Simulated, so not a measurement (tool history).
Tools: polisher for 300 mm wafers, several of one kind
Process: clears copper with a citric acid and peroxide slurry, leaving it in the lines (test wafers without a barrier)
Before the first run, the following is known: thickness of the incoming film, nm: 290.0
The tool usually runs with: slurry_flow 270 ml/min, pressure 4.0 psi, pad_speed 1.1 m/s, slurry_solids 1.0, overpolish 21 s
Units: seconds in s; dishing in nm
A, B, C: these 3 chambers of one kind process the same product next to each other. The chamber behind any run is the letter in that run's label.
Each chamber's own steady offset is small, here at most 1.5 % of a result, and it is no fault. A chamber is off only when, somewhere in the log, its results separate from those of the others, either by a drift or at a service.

| run | hour | slurry_flow | pressure | pad_speed | slurry_solids | overpolish | wafers polished on this pad | hours since the slurry nozzle was cleaned | hours since the head pressure was calibrated | hours since the slurry blender was calibrated | seconds | dishing |
|---|---|---|---|---|---|---|---|---|---|---|---|---|
| 1C | 4.7 | 270 | 4.0 | 1.1 | 1.0 | 21 | 273 | 705.7 | 112.6 | 182.8 | 109.89 | 31.322 |
| 2A | 7.8 | 270 | 4.0 | 1.1 | 1.0 | 21 | 111 | 446.3 | 1562.8 | 37.0 | 111.70 | 31.391 |
| 3B | 10.6 | 270 | 4.0 | 1.1 | 1.0 | 21 | 648 | 14.9 | 187.5 | 21.0 | 106.62 | 28.131 |
| 4B | 14.0 | 270 | 4.0 | 1.1 | 1.0 | 21 | 686 | 18.3 | 190.9 | 24.4 | 109.76 | 29.872 |
| 5C | 16.5 | 270 | 4.0 | 1.1 | 1.0 | 21 | 405 | 717.5 | 124.4 | 194.6 | 114.68 | 29.269 |
|  | 18.5 | chamber C: slurry nozzle cleaned |
| 6A | 20.1 | 270 | 4.0 | 1.1 | 1.0 | 21 | 249 | 458.6 | 1575.1 | 49.3 | 107.87 | 29.623 |
| 7C | 23.8 | 270 | 4.0 | 1.1 | 1.0 | 21 | 486 | 5.3 | 131.7 | 201.9 | 110.05 | 30.728 |
| 8B | 26.0 | 270 | 4.0 | 1.1 | 1.0 | 21 | 820 | 30.3 | 202.9 | 36.4 | 109.73 | 29.784 |
| 9A | 30.6 | 270 | 4.0 | 1.1 | 1.0 | 21 | 366 | 469.1 | 1585.6 | 59.8 | 110.12 | 30.813 |
| 10C | 33.4 | 270 | 4.0 | 1.1 | 1.0 | 21 | 593 | 14.9 | 141.3 | 211.5 | 110.71 | 30.251 |
| 11A | 38.2 | 270 | 4.0 | 1.1 | 1.0 | 21 | 451 | 476.7 | 1593.2 | 67.4 | 109.34 | 29.524 |
|  | 39.3 | chamber C: slurry blender recalibrated |
| 12B | 42.1 | 270 | 3.3 | 1.1 | 1.0 | 21 | 999 | 46.4 | 219.0 | 52.5 | 134.09 | 25.977 |
| 13C | 45.2 | 270 | 3.3 | 1.1 | 1.0 | 21 | 725 | 26.7 | 153.1 | 5.9 | 137.13 | 25.875 |
| 14B | 49.5 | 270 | 3.3 | 1.1 | 1.0 | 21 | 1082 | 53.8 | 226.4 | 59.9 | 134.09 | 26.507 |
| 15A | 54.5 | 270 | 4.0 | 1.1 | 1.2 | 33 | 633 | 493.0 | 1609.5 | 83.7 | 103.69 | 39.579 |
| 16C | 58.1 | 270 | 4.0 | 1.1 | 1.2 | 33 | 869 | 39.6 | 166.0 | 18.8 | 106.36 | 40.558 |
| 17B | 60.5 | 270 | 4.0 | 1.1 | 1.2 | 33 | 1205 | 64.8 | 237.4 | 70.9 | 112.21 | 37.798 |
| 18A | 64.6 | 270 | 4.0 | 1.1 | 1.0 | 21 | 745 | 503.1 | 1619.6 | 93.8 | 109.45 | 31.473 |
|  | 68.5 | chamber A: worn pad replaced by a new one |
| 19A | 68.6 | 270 | 4.0 | 1.1 | 1.0 | 21 | 2 | 507.1 | 1623.6 | 97.8 | 107.60 | 30.319 |
| 20C | 72.6 | 220 | 4.0 | 1.1 | 1.0 | 21 | 1031 | 54.1 | 180.5 | 33.3 | 112.17 | 29.068 |
| 21B | 77.3 | 220 | 4.0 | 1.1 | 1.0 | 21 | 1392 | 81.6 | 254.2 | 87.7 | 119.75 | 27.720 |
| 22C | 81.9 | 220 | 4.0 | 1.1 | 1.0 | 21 | 1135 | 63.4 | 189.8 | 42.6 | 113.00 | 30.624 |

The same settings go to every chamber for the next run, one line per chamber below. Forecast the results for each:
| 23A | 85.4 | 270 | 4.0 | 1.1 | 1.0 | 21 |  |  |  |  | ? | ? |
| 23B | 85.4 | 270 | 4.0 | 1.1 | 1.0 | 21 |  |  |  |  | ? | ? |
| 23C | 85.4 | 270 | 4.0 | 1.1 | 1.0 | 21 |  |  |  |  | ? | ? |

| run | seconds | dishing |
|---|---|---|
| 23A | 110.23 | 29.872 |
| 23B | 119.66 | 28.585 |
| 23C | 110.67 | 30.034 |

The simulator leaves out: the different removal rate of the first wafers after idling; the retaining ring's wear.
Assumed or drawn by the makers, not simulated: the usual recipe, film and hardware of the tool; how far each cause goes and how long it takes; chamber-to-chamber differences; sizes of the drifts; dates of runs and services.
